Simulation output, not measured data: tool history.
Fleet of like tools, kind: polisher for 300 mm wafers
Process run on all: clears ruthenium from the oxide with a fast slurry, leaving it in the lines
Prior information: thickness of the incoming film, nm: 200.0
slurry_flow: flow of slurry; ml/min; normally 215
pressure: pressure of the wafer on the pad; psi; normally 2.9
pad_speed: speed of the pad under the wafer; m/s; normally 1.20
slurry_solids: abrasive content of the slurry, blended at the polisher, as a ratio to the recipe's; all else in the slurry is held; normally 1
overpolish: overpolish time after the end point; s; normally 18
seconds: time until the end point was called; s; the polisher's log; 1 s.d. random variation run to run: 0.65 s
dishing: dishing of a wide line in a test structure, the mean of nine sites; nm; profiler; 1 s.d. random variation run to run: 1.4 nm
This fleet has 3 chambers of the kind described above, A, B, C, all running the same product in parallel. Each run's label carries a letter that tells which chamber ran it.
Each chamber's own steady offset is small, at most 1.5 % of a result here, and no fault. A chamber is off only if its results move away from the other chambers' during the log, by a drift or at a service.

-- day=0.042 chamber B: worn pad replaced by a new one
run 1A day=0.388 | slurry_flow=215 pressure=2.9 pad_speed=1.20 slurry_solids=1 overpolish=18 | seconds=46.229 dishing=58.568
run 2C day=0.971 | slurry_flow=215 pressure=2.9 pad_speed=1.20 slurry_solids=1 overpolish=18 | seconds=47.524 dishing=61.869
run 3B day=1.417 | slurry_flow=215 pressure=2.9 pad_speed=1.20 slurry_solids=1 overpolish=18 | seconds=47.591 dishing=58.324
-- day=1.438 chamber A: head pressure recalibrated
run 4A day=1.933 | slurry_flow=215 pressure=2.9 pad_speed=1.20 slurry_solids=1 overpolish=18 | seconds=47.619 dishing=59.766
run 5B day=2.429 | slurry_flow=215 pressure=2.9 pad_speed=1.20 slurry_solids=1 overpolish=18 | seconds=47.545 dishing=58.348
-- day=2.608 chamber C: worn pad replaced by a new one
-- day=2.650 chamber B: slurry blender recalibrated
-- day=2.721 chamber B: worn pad replaced by a new one
run 6C day=2.746 | slurry_flow=215 pressure=2.9 pad_speed=1.20 slurry_solids=1 overpolish=18 | seconds=47.083 dishing=58.669
-- day=2.829 chamber C: slurry nozzle cleaned
run 7B day=3.154 | slurry_flow=215 pressure=2.9 pad_speed=1.20 slurry_solids=1 overpolish=18 | seconds=47.101 dishing=60.677
run 8C day=3.633 | slurry_flow=215 pressure=2.9 pad_speed=0.82 slurry_solids=1 overpolish=15 | seconds=68.400 dishing=36.074
run 9A day=3.900 | slurry_flow=215 pressure=2.9 pad_speed=0.82 slurry_solids=1 overpolish=15 | seconds=73.945 dishing=35.791
run 10A day=4.188 | slurry_flow=215 pressure=2.9 pad_speed=0.82 slurry_solids=1 overpolish=15 | seconds=73.052 dishing=35.930
-- day=4.692 chamber A: worn pad replaced by a new one
run 11C day=4.729 | slurry_flow=215 pressure=2.9 pad_speed=1.20 slurry_solids=1 overpolish=18 | seconds=47.228 dishing=59.870
run 12B day=5.092 | slurry_flow=215 pressure=2.9 pad_speed=1.20 slurry_solids=1 overpolish=18 | seconds=47.229 dishing=60.674
run 13C day=5.504 | slurry_flow=215 pressure=2.9 pad_speed=1.20 slurry_solids=1 overpolish=18 | seconds=47.732 dishing=59.432
-- day=5.667 chamber B: worn pad replaced by a new one
run 14B day=5.858 | slurry_flow=215 pressure=2.9 pad_speed=1.20 slurry_solids=1 overpolish=18 | seconds=47.397 dishing=60.703
-- day=6.179 chamber C: worn pad replaced by a new one
run 15A day=6.288 | slurry_flow=215 pressure=2.9 pad_speed=1.20 slurry_solids=1 overpolish=18 | seconds=52.850 dishing=55.657
run 16A day=6.708 | slurry_flow=215 pressure=2.9 pad_speed=1.20 slurry_solids=1 overpolish=18 | seconds=52.656 dishing=55.629
-- day=7.067 chamber B: slurry nozzle cleaned
run 17B day=7.204 | slurry_flow=215 pressure=2.9 pad_speed=1.20 slurry_solids=1 overpolish=18 | seconds=48.096 dishing=58.812
run 18C day=7.462 | slurry_flow=280 pressure=2.9 pad_speed=1.20 slurry_solids=1 overpolish=18 | seconds=46.595 dishing=59.683
run 19B day=7.842 | slurry_flow=280 pressure=2.9 pad_speed=1.20 slurry_solids=1 overpolish=18 | seconds=47.074 dishing=63.360
-- day=8.175 chamber A: slurry nozzle cleaned
run 20C day=8.371 | slurry_flow=280 pressure=2.9 pad_speed=1.20 slurry_solids=1 overpolish=18 | seconds=45.901 dishing=61.746
run 21A day=8.650 | slurry_flow=215 pressure=2.9 pad_speed=1.20 slurry_solids=1 overpolish=18 | seconds=54.643 dishing=52.605
-- day=8.717 chamber B: worn pad replaced by a new one
run 22B day=9.158 | slurry_flow=215 pressure=2.9 pad_speed=1.20 slurry_solids=1 overpolish=18 | seconds=48.034 dishing=60.074
run 23A day=9.562 | slurry_flow=215 pressure=2.9 pad_speed=1.20 slurry_solids=1 overpolish=18 | seconds=56.016 dishing=51.549

All chambers now run identical settings, listed one chamber a line with results as question marks. What results will each chamber show?
run 24A day=9.979 | slurry_flow=150 pressure=2.9 pad_speed=1.20 slurry_solids=1 overpolish=18 | seconds=? dishing=?
run 24B day=9.979 | slurry_flow=150 pressure=2.9 pad_speed=1.20 slurry_solids=1 overpolish=18 | seconds=? dishing=?
run 24C day=9.979 | slurry_flow=150 pressure=2.9 pad_speed=1.20 slurry_solids=1 overpolish=18 | seconds=? dishing=?

run=24A seconds=62.657 dishing=46.971
run=24B seconds=48.940 dishing=57.981
run=24C seconds=50.584 dishing=57.502
